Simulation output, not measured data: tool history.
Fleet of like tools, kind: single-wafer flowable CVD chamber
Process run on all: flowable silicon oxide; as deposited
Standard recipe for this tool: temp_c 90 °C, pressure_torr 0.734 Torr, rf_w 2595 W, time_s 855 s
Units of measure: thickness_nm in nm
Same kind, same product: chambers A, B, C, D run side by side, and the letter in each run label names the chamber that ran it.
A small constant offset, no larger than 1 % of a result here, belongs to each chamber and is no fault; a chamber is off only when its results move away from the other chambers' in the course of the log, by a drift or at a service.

run  hour  temp_c  pressure_torr  rf_w  time_s  read-back reference wafer on the same gauge, thickness_nm  thickness_nm
 1C   3.1      90          0.734  2595     855                                                     709.98        676.28
      3.8  -- chamber C: RF generator calibrated
 2B   8.1      90          0.734  2595     855                                                     709.19        666.20
 3D  12.3      90          0.734  2595     855                                                     710.21        665.67
 4A  15.1      90          0.734  2595     855                                                     710.10        672.80
 5A  17.4      90          0.881  2595     736                                                     710.10        736.47
 6C  20.5      90          0.881  2595     736                                                     709.95        749.42
 7B  24.8      90          0.881  2595     736                                                     709.92        729.31
 8D  28.8      90          0.881  2595     736                                                     710.49        730.20
 9A  33.9      90          0.734  2595     855                                                     709.57        676.83
10C  36.6      90          0.734  2595     855                                                     709.74        682.40
     40.4  -- chamber A: capacitance manometer re-zeroed and calibrated
11D  41.4      78          0.734  2595     781                                                     710.00        865.54
12B  43.7      78          0.734  2595     781                                                     709.72        869.97
13C  48.3      78          0.734  2595     781                                                     710.15        889.06
14D  53.3      78          0.734  2595     781                                                     710.17        868.91
15A  56.9      90          0.734  2595     855                                                     709.97        642.99
16B  60.3      90          0.734  2995     855                                                     710.17        679.12
17C  62.8      90          0.734  2995     855                                                     710.67        689.43
18A  66.7      90          0.734  2995     855                                                     710.08        651.63
19D  69.9      90          0.734  2995     855                                                     710.30        679.36
20B  72.8      90          0.734  2595     855                                                     710.52        667.20
21D  76.8      90          0.734  2595     855                                                     710.02        671.09
22A  80.2      90          0.734  2595     855                                                     709.30        640.40
23C  82.6      90          0.734  2595     855                                                     710.04        681.18
24B  87.3      90          0.734  2595     855                                                     710.34        672.21
25B  91.1      90          0.734  2595     694                                                     710.17        547.00
26C  94.2      90          0.734  2595     694                                                     709.46        556.26
27D  98.6      90          0.734  2595     694                                                     710.35        539.91

Has any chamber moved away from the others, gradually or after a service, or does the common gauge drift, or do the chambers differ only by their own small steady offsets? State the chamber and the most likely cause if one applies.

The work done on chamber A during a service left it standing apart from the others.
Most likely cause: true pressure below the setpoint (%) = 3.5.

Which of the 4 candidates below, each the usual settings with something changed and its results left as question marks, puts chamber A back in line with what the other chambers give on the usual settings?
To be in line, a result may differ from the other chambers' mean on the usual settings by at most: thickness_nm 9.30 nm
28A-1  102.3      89          0.742  2595     859                                                                        ?
28A-2  102.3      91          0.726  2595     851                                                                        ?
28A-3  102.3      92          0.734  2595     844                                                                        ?
28A-4  102.3      90          0.778  2605     855                                                                        ?

What the other chambers average on the usual settings: thickness_nm 672.81 nm
  run  thickness_nm
28A-1        671.07
28A-2        606.09
28A-3        589.78
28A-4        690.82
It is 28A-1 that realigns the chamber with its peers.
